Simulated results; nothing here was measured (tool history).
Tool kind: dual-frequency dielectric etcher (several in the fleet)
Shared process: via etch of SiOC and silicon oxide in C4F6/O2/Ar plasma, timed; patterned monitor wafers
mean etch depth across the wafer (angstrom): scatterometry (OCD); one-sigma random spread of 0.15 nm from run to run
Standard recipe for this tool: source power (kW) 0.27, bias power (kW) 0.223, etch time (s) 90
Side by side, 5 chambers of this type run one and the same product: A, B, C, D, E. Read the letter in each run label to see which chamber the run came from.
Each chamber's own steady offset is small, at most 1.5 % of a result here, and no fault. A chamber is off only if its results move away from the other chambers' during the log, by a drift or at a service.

run,day,source power (kW),bias power (kW),etch time (s),hours since the last wet clean,hours since the last source power generator calibration,hours since the last bias power generator calibration,"read-back reference wafer on the same gauge, depth_nm",mean etch depth across the wafer (angstrom)
1D,0.338,0.27,0.223,90,140.4,1002,1521.8,95.479,952.42
2E,0.596,0.27,0.223,90,353.1,4024.8,2289.5,95.523,934.12
3A,1.054,0.27,0.223,90,426.1,470.7,3130.8,95.543,952.04
4B,1.4,0.27,0.223,90,41.5,2128.6,2035.3,95.56,933.5
5C,1.625,0.27,0.223,90,153.5,445.5,3412.4,95.629,937.97
6D,1.933,0.27,0.223,90,178.7,1040.3,1560.1,95.567,952.73
7E,2.167,0.27,0.223,90,390.8,4062.5,2327.2,95.627,935.91
8A,2.529,0.27,0.223,90,461.5,506.1,3166.2,95.652,948.79
9C,2.854,0.27,0.223,90,183,475,3441.9,95.649,937.18
10B,3.204,0.27,0.223,90,84.8,2171.9,2078.6,95.681,933.79
11E,3.517,0.27,0.223,90,423.2,4094.9,2359.6,95.682,935.27
12B,3.812,0.27,0.223,90,99.4,2186.5,2093.2,95.735,934.8
13A,4.262,0.27,0.223,90,503.1,547.7,3207.8,95.738,949.18
14D,4.746,0.27,0.223,90,246.2,1107.8,1627.6,95.742,954.32
# day 4.842: chamber A: wet clean of the chamber
15C,5.067,0.27,0.223,90,236.1,528.1,3495,95.803,935.68
16A,5.312,0.27,0.223,90,11.4,572.9,3233,95.79,949.94
17B,5.671,0.27,0.198,72,144,2231.1,2137.8,95.815,719.17
18D,6.1,0.27,0.198,72,278.7,1140.3,1660.1,95.854,732.67
19C,6.392,0.27,0.198,72,267.9,559.9,3526.8,95.874,719.49
20E,6.642,0.27,0.198,72,498.2,4169.9,2434.6,95.853,719.11
# day 6.812: chamber B: bias power generator calibrated
21A,6.938,0.27,0.198,72,50.4,611.9,3272,95.891,732.06
22C,7.183,0.31,0.223,74.5,286.9,578.9,3545.8,95.918,818.86
23E,7.538,0.31,0.223,74.5,519.7,4191.4,2456.1,95.914,820.79
24D,7.875,0.31,0.223,74.5,321.3,1182.9,1702.7,95.905,830.69
25B,8.325,0.31,0.223,74.5,207.7,2294.8,36.4,95.964,817.54
26B,8.771,0.31,0.223,74.5,218.4,2305.5,47.1,95.976,817.17
# day 8.838: chamber A: bias power generator calibrated
27A,9.15,0.22,0.223,90,103.5,665,7.6,96.006,881.46
28E,9.458,0.22,0.223,90,565.8,4237.5,2502.2,95.994,868.25
29D,9.683,0.22,0.223,90,364.7,1226.3,1746.1,96.003,884.02
# day 10.029: chamber C: wet clean of the chamber
30C,10.112,0.22,0.223,90,2.1,649.2,3616.1,96.014,872.61
31B,10.475,0.22,0.223,90,259.3,2346.4,88,96.02,867.72
32C,10.758,0.27,0.223,90,17.6,664.7,3631.6,96.094,940.79
33A,11.154,0.27,0.223,90,151.6,713.1,55.7,96.099,953.63
34E,11.596,0.27,0.223,90,617.1,4288.8,2553.5,96.121,941.57

One chamber off, gauge drift, or nothing amiss beyond the chambers' own small offsets? If it is a chamber, which one, and what is the likeliest cause?

It is the gauge, not a chamber: its drift shows up in every chamber's results at once, and no chamber is off.
Cause: gauge reads high (%) = 0.668.
